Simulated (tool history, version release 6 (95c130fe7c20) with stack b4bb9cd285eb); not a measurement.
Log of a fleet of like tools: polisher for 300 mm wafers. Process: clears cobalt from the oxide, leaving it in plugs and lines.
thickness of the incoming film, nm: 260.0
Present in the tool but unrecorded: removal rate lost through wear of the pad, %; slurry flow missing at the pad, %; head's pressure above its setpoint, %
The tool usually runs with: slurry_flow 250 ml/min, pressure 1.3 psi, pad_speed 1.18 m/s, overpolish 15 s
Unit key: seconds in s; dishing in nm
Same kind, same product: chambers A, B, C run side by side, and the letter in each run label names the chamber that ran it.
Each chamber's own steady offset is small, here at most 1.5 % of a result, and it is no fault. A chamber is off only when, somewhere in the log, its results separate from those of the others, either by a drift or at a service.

run,hour,slurry_flow,pressure,pad_speed,overpolish,wafers polished on this pad,hours since the slurry nozzle was cleaned,hours since the head pressure was calibrated,seconds,dishing
# hour 1.1: chamber A: worn pad replaced by a new one
# hour 7.2: chamber C: worn pad replaced by a new one
1C,9,250,1.3,1.18,15,22,261.4,658,64.902,37.925
2B,24.6,250,1.3,1.18,15,567,292,137.1,66.314,36.936
3A,32.8,250,1.3,1.18,15,372,391.8,201.4,63.667,36.698
# hour 42.7: chamber B: worn pad replaced by a new one
4C,46.3,250,1.3,1.18,15,459,298.7,695.3,67.036,36.958
5B,60.9,250,1.3,0.88,15,213,328.3,173.4,86.533,30.542
# hour 68.5: chamber C: worn pad replaced by a new one
6A,69.9,250,1.3,0.88,15,807,428.9,238.5,89.292,30.784
7C,82.1,250,1.3,0.88,15,160,334.5,731.1,92.135,30.283
8A,97.3,250,1.3,1.18,15,1128,456.3,265.9,65.095,37.095
# hour 108.1: chamber B: worn pad replaced by a new one
9B,111.5,250,0.9,1.18,9,39,378.9,224,96.919,19.971
10A,122.2,250,0.9,1.18,9,1420,481.2,290.8,94.499,20.562
# hour 127.8: chamber A: worn pad replaced by a new one
11B,133.8,250,0.9,1.18,9,301,401.2,246.3,95.665,19.197
# hour 136.1: chamber C: worn pad replaced by a new one
12C,142.7,250,1.3,1.18,15,77,395.1,791.7,68.55,36.355
13B,154.4,250,1.3,1.18,15,542,421.8,266.9,64.739,36.25
14A,169.8,250,1.3,1.18,23,493,528.8,338.4,62.844,45.99
# hour 174.6: chamber B: worn pad replaced by a new one
15C,178.3,250,1.3,1.18,23,495,430.7,827.3,66.235,45.386
16A,186.3,250,1.3,1.18,23,686,545.3,354.9,63.335,44.949
# hour 189.7: chamber B: head pressure recalibrated
# hour 197.8: chamber C: head pressure recalibrated
# hour 200.4: chamber C: worn pad replaced by a new one
17C,201.8,250,1.3,1.18,15,16,454.2,4.1,65.004,35.635
18B,217.5,250,1.3,0.84,15,503,484.9,27.9,93.716,30.222
19C,229.9,250,1.3,0.84,15,346,482.3,32.2,95.617,30.037
# hour 241.7: chamber B: worn pad replaced by a new one
20A,245.6,250,1.3,0.84,15,1382,604.6,414.2,92.043,29.516
# hour 253.3: chamber A: worn pad replaced by a new one
21B,256.9,250,1.3,1.18,15,178,524.3,67.3,66.996,37.294
# hour 268.1: chamber C: worn pad replaced by a new one
22B,268.5,250,1,1.18,15,314,535.9,78.9,85.386,30.02
23C,283.4,250,1,1.18,15,179,535.8,85.7,83.47,31.417
24A,291,250,1,1.18,15,443,650,459.6,85.938,32.291
25C,298.6,250,1.3,1.18,15,358,551,100.9,66.063,36.558
# hour 305.5: chamber B: worn pad replaced by a new one
26B,308.7,250,1.3,1.18,15,38,576.1,119.1,65.188,37.468
27A,320.1,250,1.3,1.18,15,784,679.1,488.7,64.672,36.307

Is one chamber off against the others, does the gauge drift, or is nothing wrong? If a chamber is off, say which, and what the likeliest cause is.

Neither any chamber nor the gauge drifts; the chambers differ only by their own small, steady offsets.
